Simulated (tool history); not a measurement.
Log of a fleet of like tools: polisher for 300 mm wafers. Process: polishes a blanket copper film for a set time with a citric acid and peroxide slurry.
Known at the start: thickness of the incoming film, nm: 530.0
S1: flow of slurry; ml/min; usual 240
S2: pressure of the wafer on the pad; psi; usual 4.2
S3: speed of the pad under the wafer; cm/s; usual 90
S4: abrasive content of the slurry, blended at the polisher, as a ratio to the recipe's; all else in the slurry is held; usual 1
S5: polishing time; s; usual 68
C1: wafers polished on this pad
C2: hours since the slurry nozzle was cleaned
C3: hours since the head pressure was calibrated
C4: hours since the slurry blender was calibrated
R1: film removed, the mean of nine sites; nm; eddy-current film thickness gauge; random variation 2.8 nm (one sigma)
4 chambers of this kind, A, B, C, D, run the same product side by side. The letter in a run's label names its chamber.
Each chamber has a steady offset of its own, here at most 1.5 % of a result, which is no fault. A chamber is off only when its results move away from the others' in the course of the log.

run	hour	S1	S2	S3	S4	S5	C1	C2	C3	C4	R1
1B	9.4	240	4.2	90	1	68	609	129.2	1151.7	131.2	215.91
# hour 13.8: chamber A: worn pad replaced by a new one
2D	16.4	240	4.2	90	1	68	556	783.3	1069.4	309.6	212.65
3A	27.8	240	4.2	90	1	68	123	407.1	591.7	159.1	220.72
4C	36	240	4.2	90	1	68	640	195	783.3	218.1	211.89
# hour 47.4: chamber D: worn pad replaced by a new one
5D	50.1	240	4.2	90	1.2	68	23	817	1103.1	343.3	222.22
6B	57.1	240	4.2	90	1.2	68	1029	176.9	1199.4	178.9	229.63
# hour 67.5: chamber C: worn pad replaced by a new one
7A	69.9	240	4.2	90	1.2	68	493	449.2	633.8	201.2	228.86
8C	80.9	240	4.2	90	1.2	68	118	239.9	828.2	263	219.84
# hour 92.1: chamber A: worn pad replaced by a new one
9D	94.9	240	4.2	90	1	68	418	861.8	1147.9	388.1	213.73
10B	104.9	240	4.2	90	1	68	1449	224.7	1247.2	226.7	219.55
# hour 114.1: chamber A: slurry nozzle cleaned
# hour 116: chamber A: slurry blender recalibrated
11C	119.5	240	4.2	90	1	68	457	278.5	866.8	301.6	214.45
# hour 124.3: chamber D: worn pad replaced by a new one
# hour 125.7: chamber B: head pressure recalibrated
12A	129.8	240	4.2	90	1	68	332	15.8	693.7	13.8	217.18
13D	142.6	240	4.2	90	1	68	161	909.5	1195.6	435.8	215.75
14C	154.9	240	4.2	90	1	68	769	313.9	902.2	337	218.44
# hour 158.3: chamber D: head pressure recalibrated
15A	163.4	240	4.2	90	1	68	628	49.4	727.3	47.4	220.92
16B	173.5	240	4.2	90	1	68	2053	293.3	47.8	295.3	211.05
# hour 175.3: chamber D: slurry blender recalibrated
# hour 178.1: chamber C: worn pad replaced by a new one
17A	181	240	4.2	90	1	68	783	67	744.9	65	225.11
# hour 188.4: chamber D: slurry nozzle cleaned
# hour 192.3: chamber A: worn pad replaced by a new one
18B	193.9	275	4.2	90	1	68	2232	313.7	68.2	315.7	214.63
19D	206	275	4.2	90	1	68	718	17.7	47.7	30.7	222.54
20C	212.5	275	4.2	90	1	68	303	371.5	959.8	394.6	215.99
# hour 214.1: chamber C: slurry blender recalibrated
# hour 217.6: chamber D: worn pad replaced by a new one
21B	222.6	275	4.2	90	1	68	2485	342.4	96.9	344.4	213.09
22A	232.5	240	4.2	90	1	68	354	118.5	796.4	116.5	213.78
# hour 240.8: chamber B: slurry nozzle cleaned
23C	246.7	240	4.2	90	1	68	603	405.7	994	32.6	223.47
24D	260	240	4.2	90	1	68	373	71.7	101.7	84.7	219.82
25C	269.6	240	4.2	90	1	68	805	428.6	1016.9	55.5	218.34
26B	277.6	240	4.2	90	1	68	2969	36.9	151.9	399.4	205.82
# hour 277.7: chamber A: worn pad replaced by a new one
# hour 286.5: chamber C: worn pad replaced by a new one
27D	290.7	240	4.2	90	1	68	643	102.4	132.4	115.4	223.27
# hour 298.3: chamber D: worn pad replaced by a new one
28A	300.1	240	4.2	90	1	68	197	186.1	864	184.1	215.48
# hour 306.3: chamber B: slurry blender recalibrated
29A	314.5	240	5.6	90	1	68	323	200.5	878.4	198.5	288.04
30C	326.7	240	5.6	90	1	68	353	485.7	1074	112.6	294.77
31B	336.1	240	5.6	90	1	68	3484	95.4	210.4	29.8	274.35
32D	343.3	240	5.6	90	1	68	396	155	185	168	283.82
33C	357.3	190	4.2	90	1	87	622	516.3	1104.6	143.2	273.33
# hour 363.4: chamber A: worn pad replaced by a new one
# hour 366.9: chamber A: slurry blender recalibrated
34A	371.9	190	4.2	90	1	87	75	257.9	935.8	5	277.16
# hour 373.2: chamber C: slurry nozzle cleaned
35B	382.2	190	4.2	90	1	87	3889	141.5	256.5	75.9	247.15
# hour 393.3: chamber D: worn pad replaced by a new one
36D	393.6	190	4.2	90	1	87	3	205.3	235.3	218.3	274.37
# hour 402.4: chamber A: head pressure recalibrated
37A	408.6	240	4.2	90	1	68	398	294.6	6.3	41.7	221.72
# hour 415.2: chamber C: worn pad replaced by a new one
38B	417.2	240	4.2	90	1	68	4197	176.5	291.5	110.9	197.41
39D	424	240	4.2	90	1	68	270	235.7	265.7	248.7	221.26
40C	433	240	4.2	90	1	68	156	59.9	1180.3	218.9	218.85

All 4 chambers run these settings next. Forecast each chamber's results:
41A	443.7	240	4.2	90	1	68					?
41B	443.7	240	4.2	90	1	68					?
41C	443.7	240	4.2	90	1	68					?
41D	443.7	240	4.2	90	1	68					?

run	R1
41A	215.63
41B	189.26
41C	210.04
41D	216.27
